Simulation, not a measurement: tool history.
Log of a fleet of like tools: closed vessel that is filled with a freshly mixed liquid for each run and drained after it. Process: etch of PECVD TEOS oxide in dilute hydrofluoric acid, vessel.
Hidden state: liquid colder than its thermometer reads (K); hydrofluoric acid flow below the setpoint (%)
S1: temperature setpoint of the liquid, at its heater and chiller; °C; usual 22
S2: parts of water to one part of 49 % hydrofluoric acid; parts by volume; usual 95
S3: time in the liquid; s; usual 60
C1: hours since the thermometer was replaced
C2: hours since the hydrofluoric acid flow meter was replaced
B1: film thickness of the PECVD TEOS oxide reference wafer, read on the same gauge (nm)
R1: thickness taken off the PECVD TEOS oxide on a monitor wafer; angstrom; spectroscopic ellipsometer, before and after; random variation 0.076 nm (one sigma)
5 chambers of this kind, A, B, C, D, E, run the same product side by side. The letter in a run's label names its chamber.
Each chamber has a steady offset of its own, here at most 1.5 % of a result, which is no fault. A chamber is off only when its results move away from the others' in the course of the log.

run    day  S1   S2  S3      C1      C2      B1       R1
 1A  0.200  22   95  60   134.9  1614.1  140.02   83.133
 2B  0.304  22   95  60   309.8   597.8  139.99   81.541
 3D  0.417  22   95  60   507.9  1860.6  140.01   82.595
 4E  0.592  22   95  60  2058.7  1874.0  139.92   82.612
 5C  0.721  22   95  60  1726.4   502.6  140.05   81.754
 6E  0.862  22   95  60  2065.2  1880.5  140.03   81.971
 7C  1.000  22   95  60  1733.1   509.3  140.04   83.404
 8D  1.175  22   95  60   526.1  1878.8  140.00   82.745
 9B  1.396  22   95  60   336.0   624.0  139.99   81.115
10A  1.525  22   95  60   166.7  1645.9  140.00   83.453
11D  1.725  22   95  60   539.3  1892.0  140.01   83.232
12B  1.875  22   95  60   347.5   635.5  139.96   82.051
13A  2.033  22  115  60   178.9  1658.1  139.97   67.375
14E  2.200  22  115  60  2097.3  1912.6  140.04   66.897
15C  2.358  22  115  60  1765.7   541.9  140.00   67.640
16E  2.512  22  115  60  2104.8  1920.1  140.02   66.683
17C  2.662  22  115  60  1773.0   549.2  140.01   68.512
18D  2.808  22   95  60   565.3  1918.0  140.01   83.655
19B  2.988  22   95  60   374.2   662.2  140.00   81.667
20A  3.171  22   95  60   206.2  1685.4  140.05   85.014
21C  3.279  22   95  60  1787.8   564.0  139.98   83.942
22B  3.446  22   95  60   385.2   673.2  140.03   82.231
23D  3.633  19   95  90   585.1  1937.8  140.02  109.780
24A  3.779  19   95  90   220.8  1700.0  139.94  111.360
25E  3.938  19   95  90  2139.0  1954.3  140.03  108.620
26B  4.042  19   95  90   399.5   687.5  139.96  108.360
27E  4.167  19   95  90  2144.5  1959.8  140.04  108.660
28C  4.262  22   95  60  1811.4   587.6  140.01   82.483
29D  4.450  22   95  60   604.7  1957.4  140.02   82.246
30A  4.600  22   95  60   240.5  1719.7  139.98   84.309
31D  4.742  22   95  60   611.7  1964.4  139.96   82.384
     4.850  -- chamber D: thermometer replaced
32E  4.954  22   95  60  2163.4  1978.7  139.97   83.318
33B  5.150  22   95  60   426.1   714.1  140.00   82.243
34C  5.346  22  120  75  1837.4   613.6  140.00   79.707
35A  5.542  22  120  75   263.1  1742.3  139.97   79.527
36C  5.746  22  120  75  1847.0   623.2  139.99   79.144
37D  5.888  22  120  75    24.9  1991.9  140.03   80.200

All 5 chambers run these settings next. Forecast each chamber's results:
38A  6.046  22  95  45               ?
38B  6.046  22  95  45               ?
38C  6.046  22  95  45               ?
38D  6.046  22  95  45               ?
38E  6.046  22  95  45               ?

run      R1
38A  61.631
38B  61.293
38C  63.080
38D  62.609
38E  61.236

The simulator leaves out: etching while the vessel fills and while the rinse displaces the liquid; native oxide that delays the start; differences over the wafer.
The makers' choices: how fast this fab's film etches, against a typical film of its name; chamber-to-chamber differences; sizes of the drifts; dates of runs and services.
